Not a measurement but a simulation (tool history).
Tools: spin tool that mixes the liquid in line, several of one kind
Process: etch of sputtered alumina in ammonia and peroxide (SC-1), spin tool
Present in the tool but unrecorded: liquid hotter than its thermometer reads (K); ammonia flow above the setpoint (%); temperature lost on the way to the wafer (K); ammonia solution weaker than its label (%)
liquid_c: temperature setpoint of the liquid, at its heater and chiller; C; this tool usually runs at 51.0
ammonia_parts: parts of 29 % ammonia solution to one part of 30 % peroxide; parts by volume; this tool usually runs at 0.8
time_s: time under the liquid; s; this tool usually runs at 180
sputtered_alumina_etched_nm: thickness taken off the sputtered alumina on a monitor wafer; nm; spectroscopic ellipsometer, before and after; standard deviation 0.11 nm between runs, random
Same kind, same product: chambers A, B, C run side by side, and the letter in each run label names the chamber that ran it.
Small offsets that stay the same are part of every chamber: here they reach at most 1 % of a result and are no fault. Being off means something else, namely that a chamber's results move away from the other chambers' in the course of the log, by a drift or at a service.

run   hour  liquid_c  ammonia_parts  time_s  hours since the thermometer was replaced  hours since the ammonia flow meter was replaced  hours since the heated supply line was repaired  hours since the drum of ammonia solution was connected  read-back film thickness of the sputtered alumina reference wafer, read on the same gauge (nm)  sputtered_alumina_etched_nm
 1C    6.2      51.0            0.8     180                                     490.5                                             91.6                                            506.7                                                   141.4                                                                                          59.998                      11.9260
 2B   11.3      51.0            0.8     180                                      96.2                                            316.4                                            522.0                                                   274.0                                                                                          59.989                      11.7790
 3A   17.5      51.0            0.8     180                                     744.0                                            503.3                                            339.7                                                   132.6                                                                                          60.002                      11.8090
 4C   24.6      51.0            0.8     180                                     508.9                                            110.0                                            525.1                                                   159.8                                                                                          60.009                      11.9360
 5B   31.6      46.0            0.8     180                                     116.5                                            336.7                                            542.3                                                   294.3                                                                                          60.008                       8.9530
 6A   39.5      46.0            0.8     180                                     766.0                                            525.3                                            361.7                                                   154.6                                                                                          60.004                       9.0474
 7A   47.9      46.0            0.8     180                                     774.4                                            533.7                                            370.1                                                   163.0                                                                                          59.996                       8.9901
 8C   52.9      51.0            0.8     180                                     537.2                                            138.3                                            553.4                                                   188.1                                                                                          60.016                      11.7030
 9B   56.9      51.0            0.8     180                                     141.8                                            362.0                                            567.6                                                   319.6                                                                                          60.001                      11.9160
10A   62.1      51.0            0.8     180                                     788.6                                            547.9                                            384.3                                                   177.2                                                                                          59.987                      11.7950
11B   68.6      51.0            0.8     180                                     153.5                                            373.7                                            579.3                                                   331.3                                                                                          60.008                      11.8950
12C   75.0      51.0            0.8     180                                     559.3                                            160.4                                            575.5                                                   210.2                                                                                          59.990                      11.9270
13C   80.8      51.0            0.8     180                                     565.1                                            166.2                                            581.3                                                   216.0                                                                                          59.994                      11.8010
14B   86.9      51.0            0.8     180                                     171.8                                            392.0                                            597.6                                                   349.6                                                                                          59.998                      11.8280
15A   91.8      51.0            1.1     180                                     818.3                                            577.6                                            414.0                                                   206.9                                                                                          60.002                      12.0040
16C   98.3      51.0            1.1     180                                     582.6                                            183.7                                            598.8                                                   233.5                                                                                          60.006                      11.9280
17B  105.7      51.0            1.1     180                                     190.6                                            410.8                                            616.4                                                   368.4                                                                                          59.995                      12.2190
18A  111.6      51.0            0.8      90                                     838.1                                            597.4                                            433.8                                                   226.7                                                                                          60.005                       5.7214
19B  118.9      51.0            0.8      90                                     203.8                                            424.0                                            629.6                                                   381.6                                                                                          60.007                       5.8716
20A  122.7      51.0            0.8      90                                     849.2                                            608.5                                            444.9                                                   237.8                                                                                          59.999                       5.6395
21C  127.2      51.0            0.8     180                                     611.5                                            212.6                                            627.7                                                   262.4                                                                                          59.993                      12.0330
22B  135.2      51.0            0.8     180                                     220.1                                            440.3                                            645.9                                                   397.9                                                                                          60.001                      11.9280
23C  143.1      51.0            0.8     180                                     627.4                                            228.5                                            643.6                                                   278.3                                                                                          60.010                      11.9010
24A  150.6      51.0            0.8     180                                     877.1                                            636.4                                            472.8                                                   265.7                                                                                          60.000                      11.2160
25A  158.7      51.0            0.8     180                                     885.2                                            644.5                                            480.9                                                   273.8                                                                                          60.013                      11.1180
26C  163.9      41.5            0.9     180                                     648.2                                            249.3                                            664.4                                                   299.1                                                                                          59.984                       7.0501
27B  170.5      41.5            0.9     180                                     255.4                                            475.6                                            681.2                                                   433.2                                                                                          59.991                       7.1419
28C  176.6      41.5            0.9     180                                     660.9                                            262.0                                            677.1                                                   311.8                                                                                          59.984                       6.9462
29B  180.9      51.0            0.6     140                                     265.8                                            486.0                                            691.6                                                   443.6                                                                                          60.016                       8.8486
30A  185.4      51.0            0.6     140                                     911.9                                            671.2                                            507.6                                                   300.5                                                                                          60.002                       8.2846
31B  193.6      51.0            0.6     140                                     278.5                                            498.7                                            704.3                                                   456.3                                                                                          60.007                       8.9814

All chambers now run identical settings, listed one chamber a line with results as question marks. What results will each chamber show?
32A  199.7      51.0            0.8     180                                                                                                                                                                                                                                                                                                                                ?
32B  199.7      51.0            0.8     180                                                                                                                                                                                                                                                                                                                                ?
32C  199.7      51.0            0.8     180                                                                                                                                                                                                                                                                                                                                ?

run  sputtered_alumina_etched_nm
32A                      10.9940
32B                      11.9840
32C                      11.8450

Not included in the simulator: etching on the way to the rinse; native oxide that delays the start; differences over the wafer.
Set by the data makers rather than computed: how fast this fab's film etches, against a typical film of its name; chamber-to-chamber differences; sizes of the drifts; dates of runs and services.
